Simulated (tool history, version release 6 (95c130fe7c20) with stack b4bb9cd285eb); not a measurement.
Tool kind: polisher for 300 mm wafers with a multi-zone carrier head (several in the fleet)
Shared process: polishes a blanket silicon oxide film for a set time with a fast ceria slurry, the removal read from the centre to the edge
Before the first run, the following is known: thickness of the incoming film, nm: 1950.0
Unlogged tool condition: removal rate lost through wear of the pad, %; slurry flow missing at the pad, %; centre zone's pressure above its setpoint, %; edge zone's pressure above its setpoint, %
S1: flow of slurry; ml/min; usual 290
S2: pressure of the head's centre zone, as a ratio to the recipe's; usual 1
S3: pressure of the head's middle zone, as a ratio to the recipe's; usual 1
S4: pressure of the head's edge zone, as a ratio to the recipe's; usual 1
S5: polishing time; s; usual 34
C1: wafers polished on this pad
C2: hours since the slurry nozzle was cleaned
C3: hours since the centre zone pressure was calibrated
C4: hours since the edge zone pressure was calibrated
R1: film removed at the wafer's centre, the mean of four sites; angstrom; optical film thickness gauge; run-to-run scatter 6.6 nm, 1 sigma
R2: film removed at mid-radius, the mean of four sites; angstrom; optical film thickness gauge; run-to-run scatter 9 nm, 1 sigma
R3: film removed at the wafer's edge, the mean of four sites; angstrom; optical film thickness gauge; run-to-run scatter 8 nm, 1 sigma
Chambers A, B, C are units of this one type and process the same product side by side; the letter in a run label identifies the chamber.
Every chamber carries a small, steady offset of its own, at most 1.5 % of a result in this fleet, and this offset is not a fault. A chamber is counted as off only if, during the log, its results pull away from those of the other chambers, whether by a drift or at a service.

At day 0.042: chamber B: worn pad replaced by a new one.
Run 1B, day 0.308: usual settings; C1 52; C2 276.9; C3 919.6; C4 1230.3. Result: R1 5994.2 angstrom, R2 5919.1 angstrom, R3 6084.1 angstrom.
At day 0.442: chamber C: worn pad replaced by a new one.
Run 2A, day 0.617: usual settings; C1 264; C2 407.2; C3 962.5; C4 126.9. Result: R1 5936.4 angstrom, R2 6121.2 angstrom, R3 5941.2 angstrom.
Run 3C, day 0.892: usual settings; C1 87; C2 140.4; C3 54.4; C4 978.6. Result: R1 6050.7 angstrom, R2 6068.6 angstrom, R3 5885.4 angstrom.
Run 4A, day 1.067: usual settings; C1 351; C2 418; C3 973.3; C4 137.7. Result: R1 5852.8 angstrom, R2 5943.6 angstrom, R3 5946.3 angstrom.
Run 5C, day 1.242: usual settings; C1 154; C2 148.8; C3 62.8; C4 987. Result: R1 5970.1 angstrom, R2 5867.9 angstrom, R3 5996.4 angstrom.
Run 6B, day 1.492: usual settings but S3 1.07; C1 280; C2 305.3; C3 948; C4 1258.7. Result: R1 6161.2 angstrom, R2 6225.5 angstrom, R3 5997.5 angstrom.
At day 1.504: chamber B: edge zone pressure recalibrated.
Run 7A, day 1.658: usual settings but S3 1.07; C1 465; C2 432.2; C3 987.5; C4 151.9. Result: R1 5843.6 angstrom, R2 6456.5 angstrom, R3 5903.6 angstrom.
Run 8C, day 1.879: usual settings but S3 1.07; C1 277; C2 164.1; C3 78.1; C4 1002.3. Result: R1 5959.2 angstrom, R2 6197.9 angstrom, R3 5979.7 angstrom.
Run 9B, day 2.046: usual settings but S1 205 ml/min, S3 1.05; C1 386; C2 318.6; C3 961.3; C4 13.1. Result: R1 5787.1 angstrom, R2 6025.6 angstrom, R3 5916.2 angstrom.
Run 10B, day 2.342: usual settings but S1 205 ml/min, S3 1.05; C1 443; C2 325.7; C3 968.4; C4 20.2. Result: R1 5852.6 angstrom, R2 6008.2 angstrom, R3 5968.7 angstrom.
Run 11C, day 2.546: usual settings but S1 205 ml/min, S3 1.05; C1 405; C2 180.1; C3 94.1; C4 1018.3. Result: R1 5683.2 angstrom, R2 5995.8 angstrom, R3 5782.1 angstrom.
Run 12A, day 2.829: usual settings; C1 691; C2 460.3; C3 1015.6; C4 180. Result: R1 5854.3 angstrom, R2 6095.4 angstrom, R3 6074.8 angstrom.
Run 13C, day 2.996: usual settings; C1 492; C2 190.9; C3 104.9; C4 1029.1. Result: R1 5984.5 angstrom, R2 5915.1 angstrom, R3 5912.3 angstrom.
Run 14A, day 3.254: usual settings; C1 773; C2 470.5; C3 1025.8; C4 190.2. Result: R1 5959.4 angstrom, R2 6066.6 angstrom, R3 5881.5 angstrom.
Run 15B, day 3.512: usual settings; C1 669; C2 353.8; C3 996.5; C4 48.3. Result: R1 6299.6 angstrom, R2 5879.4 angstrom, R3 6041.2 angstrom.
At day 3.554: chamber C: edge zone pressure recalibrated.
Run 16B, day 3.683: usual settings; C1 702; C2 357.9; C3 1000.6; C4 52.4. Result: R1 6348.4 angstrom, R2 6065.6 angstrom, R3 6086.2 angstrom.
Run 17A, day 3.842: usual settings; C1 886; C2 484.6; C3 1039.9; C4 204.3. Result: R1 5847.7 angstrom, R2 5908.5 angstrom, R3 5950.7 angstrom.
Run 18C, day 3.983: usual settings; C1 682; C2 214.6; C3 128.6; C4 10.4. Result: R1 5965.8 angstrom, R2 5849.4 angstrom, R3 5986.4 angstrom.
Run 19C, day 4.158: usual settings; C1 716; C2 218.8; C3 132.8; C4 14.6. Result: R1 6018.9 angstrom, R2 5970 angstrom, R3 6060 angstrom.
Run 20B, day 4.429: usual settings; C1 846; C2 375.8; C3 1018.5; C4 70.3. Result: R1 6320.8 angstrom, R2 6012.3 angstrom, R3 6074.7 angstrom.
Run 21A, day 4.654: usual settings; C1 1042; C2 504.1; C3 1059.4; C4 223.8. Result: R1 5970.5 angstrom, R2 6064.4 angstrom, R3 5916.9 angstrom.
Run 22C, day 4.858: usual settings; C1 851; C2 235.6; C3 149.6; C4 31.4. Result: R1 6026.8 angstrom, R2 5875.7 angstrom, R3 6023.2 angstrom.
At day 5.046: chamber A: slurry nozzle cleaned.
Run 23A, day 5.133: usual settings; C1 1135; C2 2.2; C3 1070.9; C4 235.3. Result: R1 6015 angstrom, R2 6076.3 angstrom, R3 5838.6 angstrom.
Run 24B, day 5.4: usual settings; C1 1033; C2 399.1; C3 1041.8; C4 93.6. Result: R1 6389.6 angstrom, R2 6034.6 angstrom, R3 5952.5 angstrom.
Run 25A, day 5.683: usual settings; C1 1241; C2 15.4; C3 1084.1; C4 248.5. Result: R1 5930.2 angstrom, R2 6214.2 angstrom, R3 6097.4 angstrom.
Run 26C, day 5.979: usual settings; C1 1067; C2 262.5; C3 176.5; C4 58.3. Result: R1 5893.7 angstrom, R2 5926.1 angstrom, R3 6091.3 angstrom.
Run 27B, day 6.121: usual settings; C1 1172; C2 416.4; C3 1059.1; C4 110.9. Result: R1 6527.8 angstrom, R2 6008.1 angstrom, R3 6014.9 angstrom.
At day 6.354: chamber C: slurry nozzle cleaned.
Run 28B, day 6.421: usual settings but S4 1.09; C1 1230; C2 423.6; C3 1066.3; C4 118.1. Result: R1 6497.9 angstrom, R2 5941.5 angstrom, R3 6325.4 angstrom.
At day 6.546: chamber C: worn pad replaced by a new one.
Run 29A, day 6.583: usual settings but S4 1.09; C1 1414; C2 37; C3 1105.7; C4 270.1. Result: R1 5998.2 angstrom, R2 5841.8 angstrom, R3 6310.8 angstrom.
Run 30C, day 6.821: usual settings but S4 1.09; C1 53; C2 11.2; C3 196.7; C4 78.5. Result: R1 5978.5 angstrom, R2 5980.9 angstrom, R3 6117.9 angstrom.
Run 31A, day 7.112: usual settings; C1 1516; C2 49.7; C3 1118.4; C4 282.8. Result: R1 5988 angstrom, R2 6117.8 angstrom, R3 6038.5 angstrom.
Run 32C, day 7.325: usual settings; C1 150; C2 23.3; C3 208.8; C4 90.6. Result: R1 5907.8 angstrom, R2 6089.5 angstrom, R3 5931.2 angstrom.

Read the log: is a single chamber off, either drifting away or since a service, is the gauge that measures every chamber drifting, or is nothing wrong beyond small per-chamber offsets? Name any odd chamber and what most likely caused it.

Little by little, chamber B moves away from the other chambers.
Likeliest cause: centre zone's pressure above its setpoint, % = 9.13.

Below are 4 candidate recipes for chamber B's next run, each the usual settings with a change, their results shown as question marks. Which of them brings B's results back in line with what the other chambers give on the usual settings?
In line means no further than this from the other chambers' mean on the usual settings: R1 230 angstrom; R2 310 angstrom; R3 280 angstrom
Run 33B-1, day 7.554: usual settings but S1 300 ml/min, S2 1.14, S3 0.94, S4 0.97, S5 35 s. Result: R1 ?, R2 ?, R3 ?.
Run 33B-2, day 7.554: usual settings but S1 280 ml/min, S2 0.86, S3 1.06, S4 1.03, S5 33 s. Result: R1 ?, R2 ?, R3 ?.
Run 33B-3, day 7.554: usual settings but S1 295 ml/min, S2 1.07, S3 0.97, S4 0.98, S5 35 s. Result: R1 ?, R2 ?, R3 ?.
Run 33B-4, day 7.554: usual settings but S1 285 ml/min, S2 0.94, S3 1.03, S4 1.01, S5 33 s. Result: R1 ?, R2 ?, R3 ?.

The mean the other chambers reach with the usual settings: R1 5991.9 angstrom; R2 5998.6 angstrom; R3 5983.3 angstrom
  run      R1      R2      R3
33B-1  7792.8    5764    6107
33B-2  5354.2  6039.4  5900.8
33B-3  7262.2  5925.7  6129.1
33B-4  5919.9  5889.1  5850.4
33B-4 brings the chamber back in line.

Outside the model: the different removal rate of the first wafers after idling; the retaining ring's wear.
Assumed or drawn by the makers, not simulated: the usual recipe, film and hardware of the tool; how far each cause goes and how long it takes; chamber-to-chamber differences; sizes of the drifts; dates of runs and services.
